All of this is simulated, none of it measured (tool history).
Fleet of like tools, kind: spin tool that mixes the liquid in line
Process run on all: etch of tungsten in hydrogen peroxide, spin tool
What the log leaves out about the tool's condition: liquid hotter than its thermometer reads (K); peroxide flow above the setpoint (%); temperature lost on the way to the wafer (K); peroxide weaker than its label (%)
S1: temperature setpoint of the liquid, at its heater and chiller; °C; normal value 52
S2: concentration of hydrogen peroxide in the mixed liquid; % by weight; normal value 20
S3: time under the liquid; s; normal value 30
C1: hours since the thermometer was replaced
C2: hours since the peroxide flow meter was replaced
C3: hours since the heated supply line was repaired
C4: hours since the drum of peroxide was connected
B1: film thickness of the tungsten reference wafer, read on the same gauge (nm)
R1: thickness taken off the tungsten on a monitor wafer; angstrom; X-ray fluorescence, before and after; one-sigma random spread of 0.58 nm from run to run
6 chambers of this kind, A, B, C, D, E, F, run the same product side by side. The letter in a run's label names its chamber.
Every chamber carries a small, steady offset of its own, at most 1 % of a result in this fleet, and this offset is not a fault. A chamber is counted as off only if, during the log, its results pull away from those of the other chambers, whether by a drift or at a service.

{"run": "1B", "hour": 9.3, "S1": 52, "S2": 20, "S3": 30, "C1": 338, "C2": 33.8, "C3": 1868.4, "C4": 503.2, "B1": 59.993, "R1": 589.76}
{"run": "2E", "hour": 24.0, "S1": 52, "S2": 20, "S3": 30, "C1": 195, "C2": 118.5, "C3": 2193.7, "C4": 26.1, "B1": 60.009, "R1": 594.75}
{"run": "3C", "hour": 30.4, "S1": 52, "S2": 20, "S3": 30, "C1": 1384, "C2": 90, "C3": 57.9, "C4": 232, "B1": 60.007, "R1": 599.01}
{"run": "4F", "hour": 38.4, "S1": 52, "S2": 20, "S3": 30, "C1": 1284, "C2": 369.4, "C3": 523.1, "C4": 436.5, "B1": 59.992, "R1": 578.85}
{"run": "5D", "hour": 51.7, "S1": 52, "S2": 20, "S3": 30, "C1": 1095.9, "C2": 278.1, "C3": 2018.1, "C4": 956.6, "B1": 59.978, "R1": 605.47}
{"run": "6A", "hour": 63.6, "S1": 52, "S2": 20, "S3": 30, "C1": 396.7, "C2": 185.5, "C3": 250.9, "C4": 214.8, "B1": 60.005, "R1": 581.94}
{"hour": 66.4, "done": "chamber D: heated supply line repaired"}
{"run": "7D", "hour": 78.1, "S1": 52, "S2": 20, "S3": 30, "C1": 1122.3, "C2": 304.5, "C3": 11.7, "C4": 983, "B1": 59.984, "R1": 591.96}
{"run": "8C", "hour": 85.3, "S1": 48.5, "S2": 22, "S3": 30, "C1": 1438.9, "C2": 144.9, "C3": 112.8, "C4": 286.9, "B1": 60.019, "R1": 502.32}
{"run": "9F", "hour": 97.5, "S1": 48.5, "S2": 22, "S3": 30, "C1": 1343.1, "C2": 428.5, "C3": 582.2, "C4": 495.6, "B1": 60.025, "R1": 485.83}
{"run": "10E", "hour": 107.4, "S1": 48.5, "S2": 22, "S3": 30, "C1": 278.4, "C2": 201.9, "C3": 2277.1, "C4": 109.5, "B1": 59.986, "R1": 509.15}
{"run": "11B", "hour": 121.5, "S1": 48.5, "S2": 22, "S3": 30, "C1": 450.2, "C2": 146, "C3": 1980.6, "C4": 615.4, "B1": 60.014, "R1": 507.41}
{"hour": 128.1, "done": "chamber F: new drum of peroxide connected"}
{"run": "12A", "hour": 134.4, "S1": 48.5, "S2": 22, "S3": 30, "C1": 467.5, "C2": 256.3, "C3": 321.7, "C4": 285.6, "B1": 59.968, "R1": 503.12}
{"hour": 138.6, "done": "chamber B: new drum of peroxide connected"}
{"run": "13F", "hour": 144.3, "S1": 48.5, "S2": 22, "S3": 30, "C1": 1389.9, "C2": 475.3, "C3": 629, "C4": 16.2, "B1": 59.997, "R1": 473.9}
{"hour": 146.8, "done": "chamber C: thermometer replaced"}
{"run": "14D", "hour": 151.3, "S1": 52, "S2": 20, "S3": 30, "C1": 1195.5, "C2": 377.7, "C3": 84.9, "C4": 1056.2, "B1": 60.011, "R1": 597.65}
{"run": "15E", "hour": 159.0, "S1": 52, "S2": 20, "S3": 30, "C1": 330, "C2": 253.5, "C3": 2328.7, "C4": 161.1, "B1": 60.009, "R1": 584.35}
{"hour": 159.3, "done": "chamber D: new drum of peroxide connected"}
{"hour": 168.0, "done": "chamber B: heated supply line repaired"}
{"run": "16C", "hour": 168.3, "S1": 52, "S2": 20, "S3": 30, "C1": 21.6, "C2": 227.9, "C3": 195.8, "C4": 369.9, "B1": 60.024, "R1": 594.71}
{"run": "17A", "hour": 182.9, "S1": 52, "S2": 20, "S3": 30, "C1": 516, "C2": 304.8, "C3": 370.2, "C4": 334.1, "B1": 59.98, "R1": 577.56}
{"run": "18B", "hour": 194.2, "S1": 52, "S2": 20, "S3": 30, "C1": 522.9, "C2": 218.7, "C3": 26.2, "C4": 55.7, "B1": 60.003, "R1": 597.88}
{"run": "19D", "hour": 206.0, "S1": 52, "S2": 20, "S3": 30, "C1": 1250.2, "C2": 432.4, "C3": 139.6, "C4": 46.8, "B1": 59.978, "R1": 593.94}
{"run": "20A", "hour": 218.6, "S1": 52, "S2": 20, "S3": 30, "C1": 551.7, "C2": 340.5, "C3": 405.9, "C4": 369.8, "B1": 59.997, "R1": 587.12}
{"run": "21E", "hour": 232.5, "S1": 52, "S2": 20, "S3": 30, "C1": 403.5, "C2": 327, "C3": 2402.2, "C4": 234.6, "B1": 59.989, "R1": 603.71}
{"run": "22B", "hour": 246.4, "S1": 52, "S2": 20, "S3": 30, "C1": 575.1, "C2": 270.9, "C3": 78.4, "C4": 107.9, "B1": 59.967, "R1": 588.53}
{"run": "23F", "hour": 252.7, "S1": 52, "S2": 20, "S3": 30, "C1": 1498.3, "C2": 583.7, "C3": 737.4, "C4": 124.6, "B1": 60.002, "R1": 554.08}
{"hour": 255.8, "done": "chamber A: thermometer replaced"}
{"run": "24C", "hour": 264.6, "S1": 52, "S2": 20, "S3": 30, "C1": 117.9, "C2": 324.2, "C3": 292.1, "C4": 466.2, "B1": 60.023, "R1": 593.91}
{"run": "25A", "hour": 279.0, "S1": 52, "S2": 20, "S3": 30, "C1": 23.2, "C2": 400.9, "C3": 466.3, "C4": 430.2, "B1": 59.981, "R1": 598.54}
{"run": "26B", "hour": 292.0, "S1": 52, "S2": 20, "S3": 30, "C1": 620.7, "C2": 316.5, "C3": 124, "C4": 153.5, "B1": 59.997, "R1": 584.77}
{"run": "27D", "hour": 303.4, "S1": 52, "S2": 20, "S3": 30, "C1": 1347.6, "C2": 529.8, "C3": 237, "C4": 144.2, "B1": 59.968, "R1": 590.21}
{"run": "28C", "hour": 313.0, "S1": 52, "S2": 20, "S3": 30, "C1": 166.3, "C2": 372.6, "C3": 340.5, "C4": 514.6, "B1": 60.005, "R1": 593.21}
{"run": "29F", "hour": 319.9, "S1": 52, "S2": 20, "S3": 15, "C1": 1565.5, "C2": 650.9, "C3": 804.6, "C4": 191.8, "B1": 60.045, "R1": 265.62}
{"run": "30E", "hour": 327.5, "S1": 52, "S2": 20, "S3": 15, "C1": 498.5, "C2": 422, "C3": 2497.2, "C4": 329.6, "B1": 60.005, "R1": 299.05}
{"run": "31D", "hour": 335.9, "S1": 52, "S2": 20, "S3": 15, "C1": 1380.1, "C2": 562.3, "C3": 269.5, "C4": 176.7, "B1": 60.004, "R1": 294.48}
{"run": "32F", "hour": 343.5, "S1": 52, "S2": 20, "S3": 15, "C1": 1589.1, "C2": 674.5, "C3": 828.2, "C4": 215.4, "B1": 60.037, "R1": 266.19}
{"run": "33A", "hour": 356.1, "S1": 52, "S2": 20, "S3": 15, "C1": 100.3, "C2": 478, "C3": 543.4, "C4": 507.3, "B1": 59.991, "R1": 288.62}
{"run": "34E", "hour": 366.8, "S1": 52, "S2": 20, "S3": 15, "C1": 537.8, "C2": 461.3, "C3": 2536.5, "C4": 368.9, "B1": 60.023, "R1": 293.59}
{"run": "35C", "hour": 375.1, "S1": 52, "S2": 20, "S3": 30, "C1": 228.4, "C2": 434.7, "C3": 402.6, "C4": 576.7, "B1": 60.032, "R1": 587.33}
{"run": "36B", "hour": 389.4, "S1": 52, "S2": 20, "S3": 30, "C1": 718.1, "C2": 413.9, "C3": 221.4, "C4": 250.9, "B1": 59.979, "R1": 590.62}
{"run": "37F", "hour": 399.4, "S1": 58, "S2": 20, "S3": 45, "C1": 1645, "C2": 730.4, "C3": 884.1, "C4": 271.3, "B1": 59.999, "R1": 1140.5}

Does one chamber stand apart from the rest, does the shared gauge drift, or is all well apart from small per-chamber offsets? Give the chamber and the most likely cause, where there is one.

One chamber, F, drifts off from the rest bit by bit.
Cause: temperature lost on the way to the wafer (K) = 1.8.
The log may not tell that from: liquid colder than its thermometer reads (K).

Chamber F could run next with any of the 4 candidate recipes listed below; each alters the usual settings, and their results appear as question marks. Which one brings its results back in line with what the other chambers deliver on the usual settings?
Maximum distance from the other chambers' mean on the usual settings for a result to count as in line: R1 20 angstrom
{"run": "38F-1", "hour": 409.9, "S1": 49, "S2": 19.5, "S3": 30, "R1": "?"}
{"run": "38F-2", "hour": 409.9, "S1": 55, "S2": 20.5, "S3": 30, "R1": "?"}
{"run": "38F-3", "hour": 409.9, "S1": 52, "S2": 16, "S3": 30, "R1": "?"}
{"run": "38F-4", "hour": 409.9, "S1": 54, "S2": 20.5, "S3": 30, "R1": "?"}

Average result of the remaining chambers running the usual settings: R1 592.81 angstrom
run=38F-1 R1=428.83
run=38F-2 R1=634.45
run=38F-3 R1=466.53
run=38F-4 R1=597.43
The answer is 38F-4, which returns the chamber to within the allowed miss of the others.
